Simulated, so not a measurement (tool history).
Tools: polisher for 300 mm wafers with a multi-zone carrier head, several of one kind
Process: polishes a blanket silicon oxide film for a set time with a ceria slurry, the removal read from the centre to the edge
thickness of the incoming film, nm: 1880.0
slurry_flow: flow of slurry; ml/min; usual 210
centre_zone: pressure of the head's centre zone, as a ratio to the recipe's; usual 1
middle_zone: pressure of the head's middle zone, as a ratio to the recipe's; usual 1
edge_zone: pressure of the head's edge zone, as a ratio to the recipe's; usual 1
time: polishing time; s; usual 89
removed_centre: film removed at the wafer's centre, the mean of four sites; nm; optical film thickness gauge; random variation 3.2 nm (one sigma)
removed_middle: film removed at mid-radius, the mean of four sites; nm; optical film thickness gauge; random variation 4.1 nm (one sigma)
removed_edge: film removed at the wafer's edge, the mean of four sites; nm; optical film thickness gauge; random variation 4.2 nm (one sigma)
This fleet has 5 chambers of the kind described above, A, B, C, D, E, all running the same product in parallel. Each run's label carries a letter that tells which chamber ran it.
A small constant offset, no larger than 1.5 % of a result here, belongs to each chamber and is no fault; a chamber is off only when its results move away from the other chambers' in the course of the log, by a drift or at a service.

run 1E hour=10.5 | slurry_flow=210 centre_zone=1 middle_zone=1 edge_zone=1 time=89 | removed_centre=314.9 removed_middle=320.96 removed_edge=316.61
run 2D hour=17 | slurry_flow=210 centre_zone=1 middle_zone=1 edge_zone=1 time=89 | removed_centre=326.48 removed_middle=323.92 removed_edge=321.74
-- hour=25 chamber C: slurry nozzle cleaned
run 3B hour=26.6 | slurry_flow=210 centre_zone=1 middle_zone=1 edge_zone=1 time=89 | removed_centre=316.66 removed_middle=320.16 removed_edge=315.42
run 4A hour=36.6 | slurry_flow=210 centre_zone=1 middle_zone=1 edge_zone=1 time=89 | removed_centre=316.69 removed_middle=317.42 removed_edge=313.66
-- hour=42.3 chamber A: centre zone pressure recalibrated
run 5C hour=47.8 | slurry_flow=210 centre_zone=1 middle_zone=1 edge_zone=1 time=89 | removed_centre=316.81 removed_middle=321.26 removed_edge=313.71
-- hour=49.2 chamber A: worn pad replaced by a new one
run 6D hour=52.9 | slurry_flow=210 centre_zone=1 middle_zone=1 edge_zone=1 time=89 | removed_centre=320.82 removed_middle=327.53 removed_edge=320.94
-- hour=62.1 chamber D: worn pad replaced by a new one
run 7B hour=63.3 | slurry_flow=210 centre_zone=1 middle_zone=1 edge_zone=1 time=89 | removed_centre=317.94 removed_middle=324.66 removed_edge=320.97
-- hour=63.9 chamber E: centre zone pressure recalibrated
run 8A hour=71.1 | slurry_flow=210 centre_zone=1 middle_zone=1 edge_zone=1 time=89 | removed_centre=312.79 removed_middle=310.83 removed_edge=319.05
-- hour=76.2 chamber B: slurry nozzle cleaned
run 9C hour=77.5 | slurry_flow=210 centre_zone=1 middle_zone=1 edge_zone=1 time=89 | removed_centre=316.38 removed_middle=328.4 removed_edge=309.35
-- hour=82.4 chamber C: worn pad replaced by a new one
run 10E hour=87.8 | slurry_flow=210 centre_zone=1 middle_zone=1 edge_zone=1 time=89 | removed_centre=314.4 removed_middle=322.64 removed_edge=327.97
-- hour=88.5 chamber C: edge zone pressure recalibrated
run 11B hour=93.7 | slurry_flow=210 centre_zone=1 middle_zone=1 edge_zone=1 time=89 | removed_centre=323.88 removed_middle=320.11 removed_edge=315.07
run 12A hour=99.9 | slurry_flow=210 centre_zone=1 middle_zone=1.09 edge_zone=1 time=102 | removed_centre=357.9 removed_middle=392.25 removed_edge=366.74
run 13E hour=107.2 | slurry_flow=210 centre_zone=1 middle_zone=1.09 edge_zone=1 time=102 | removed_centre=367.16 removed_middle=400.53 removed_edge=357.07
run 14D hour=118.2 | slurry_flow=210 centre_zone=1 middle_zone=1.09 edge_zone=1 time=102 | removed_centre=370.29 removed_middle=396.01 removed_edge=367.74
run 15C hour=125.8 | slurry_flow=210 centre_zone=1 middle_zone=1.09 edge_zone=1 time=102 | removed_centre=358.53 removed_middle=393.21 removed_edge=354.3
run 16E hour=133.7 | slurry_flow=210 centre_zone=1 middle_zone=1.09 edge_zone=1 time=102 | removed_centre=367.81 removed_middle=394.59 removed_edge=357.52
run 17C hour=141.9 | slurry_flow=210 centre_zone=1 middle_zone=1 edge_zone=1 time=89 | removed_centre=316.32 removed_middle=317.63 removed_edge=317.18
run 18D hour=150.5 | slurry_flow=210 centre_zone=1 middle_zone=1.06 edge_zone=1 time=89 | removed_centre=322.41 removed_middle=334.75 removed_edge=316.49
run 19A hour=156 | slurry_flow=210 centre_zone=1 middle_zone=1.06 edge_zone=1 time=89 | removed_centre=314.92 removed_middle=331.31 removed_edge=321.95
-- hour=156.8 chamber A: worn pad replaced by a new one
run 20B hour=162.7 | slurry_flow=210 centre_zone=1 middle_zone=1.06 edge_zone=1 time=89 | removed_centre=325.71 removed_middle=332.54 removed_edge=313.84
run 21A hour=167.8 | slurry_flow=210 centre_zone=1 middle_zone=1.06 edge_zone=1 time=89 | removed_centre=320.78 removed_middle=333.72 removed_edge=322.37
-- hour=173.6 chamber E: worn pad replaced by a new one
-- hour=175.1 chamber C: worn pad replaced by a new one
run 22E hour=178.1 | slurry_flow=210 centre_zone=1 middle_zone=1.06 edge_zone=1 time=89 | removed_centre=318.42 removed_middle=334.08 removed_edge=319.03
run 23B hour=188 | slurry_flow=210 centre_zone=1 middle_zone=1 edge_zone=1 time=89 | removed_centre=332.54 removed_middle=319.99 removed_edge=315.74
run 24C hour=193.4 | slurry_flow=210 centre_zone=1 middle_zone=1 edge_zone=1 time=89 | removed_centre=317.51 removed_middle=319.32 removed_edge=316.13
-- hour=198 chamber B: worn pad replaced by a new one
run 25D hour=202.4 | slurry_flow=210 centre_zone=1 middle_zone=1 edge_zone=1 time=89 | removed_centre=318.69 removed_middle=317.55 removed_edge=318.78
-- hour=207.8 chamber D: worn pad replaced by a new one
-- hour=207.9 chamber D: centre zone pressure recalibrated
run 26B hour=211.8 | slurry_flow=210 centre_zone=1 middle_zone=1 edge_zone=1 time=89 | removed_centre=334.7 removed_middle=318.6 removed_edge=315.23
run 27C hour=218.2 | slurry_flow=210 centre_zone=1 middle_zone=1 edge_zone=1 time=89 | removed_centre=317.11 removed_middle=316.92 removed_edge=319.27
run 28A hour=225.9 | slurry_flow=210 centre_zone=1 middle_zone=1 edge_zone=1 time=89 | removed_centre=319.39 removed_middle=323.1 removed_edge=322.62
run 29D hour=232.4 | slurry_flow=210 centre_zone=1 middle_zone=1 edge_zone=1 time=89 | removed_centre=319.24 removed_middle=318.5 removed_edge=312.63
run 30E hour=243.5 | slurry_flow=210 centre_zone=1 middle_zone=1 edge_zone=1 time=89 | removed_centre=319.13 removed_middle=324.02 removed_edge=320.9
run 31C hour=249.5 | slurry_flow=210 centre_zone=1 middle_zone=1 edge_zone=1 time=89 | removed_centre=314.79 removed_middle=318.32 removed_edge=318.42
run 32A hour=257.3 | slurry_flow=210 centre_zone=1 middle_zone=1 edge_zone=1 time=89 | removed_centre=315.15 removed_middle=311.56 removed_edge=314.59

Does one chamber stand apart from the rest, does the shared gauge drift, or is all well apart from small per-chamber offsets? Give the chamber and the most likely cause, where there is one.

It is chamber B that slowly wanders off from its peers.
Cause: centre zone's pressure above its setpoint, % = 6.13.

Here are 4 candidates for chamber B's next run, each the usual settings with a change, their results left as question marks. Which one brings its results back in line with what the others give on the usual settings?
A result is in line if it is within this distance of the other chambers' mean on the usual settings: removed_centre 11 nm; removed_middle 14 nm; removed_edge 14 nm
run 33B-1 hour=265.4 | slurry_flow=205 centre_zone=0.95 middle_zone=1.01 edge_zone=1.02 time=88 | removed_centre=? removed_middle=? removed_edge=?
run 33B-2 hour=265.4 | slurry_flow=215 centre_zone=1.09 middle_zone=0.99 edge_zone=0.96 time=91 | removed_centre=? removed_middle=? removed_edge=?
run 33B-3 hour=265.4 | slurry_flow=205 centre_zone=0.91 middle_zone=1.01 edge_zone=1.04 time=87 | removed_centre=? removed_middle=? removed_edge=?
run 33B-4 hour=265.4 | slurry_flow=215 centre_zone=1.05 middle_zone=0.99 edge_zone=0.98 time=90 | removed_centre=? removed_middle=? removed_edge=?

Other chambers, usual settings, mean: removed_centre 317.09 nm; removed_middle 317.81 nm; removed_edge 317.9 nm
run=33B-1 removed_centre=315.34 removed_middle=316.74 removed_edge=316.26
run=33B-2 removed_centre=381.42 removed_middle=323.42 removed_edge=318.5
run=33B-3 removed_centre=297.37 removed_middle=313.21 removed_edge=315.9
run=33B-4 removed_centre=362.25 removed_middle=319.93 removed_edge=318.37
33B-1 is the one that brings the chamber's results back in line with the other chambers.

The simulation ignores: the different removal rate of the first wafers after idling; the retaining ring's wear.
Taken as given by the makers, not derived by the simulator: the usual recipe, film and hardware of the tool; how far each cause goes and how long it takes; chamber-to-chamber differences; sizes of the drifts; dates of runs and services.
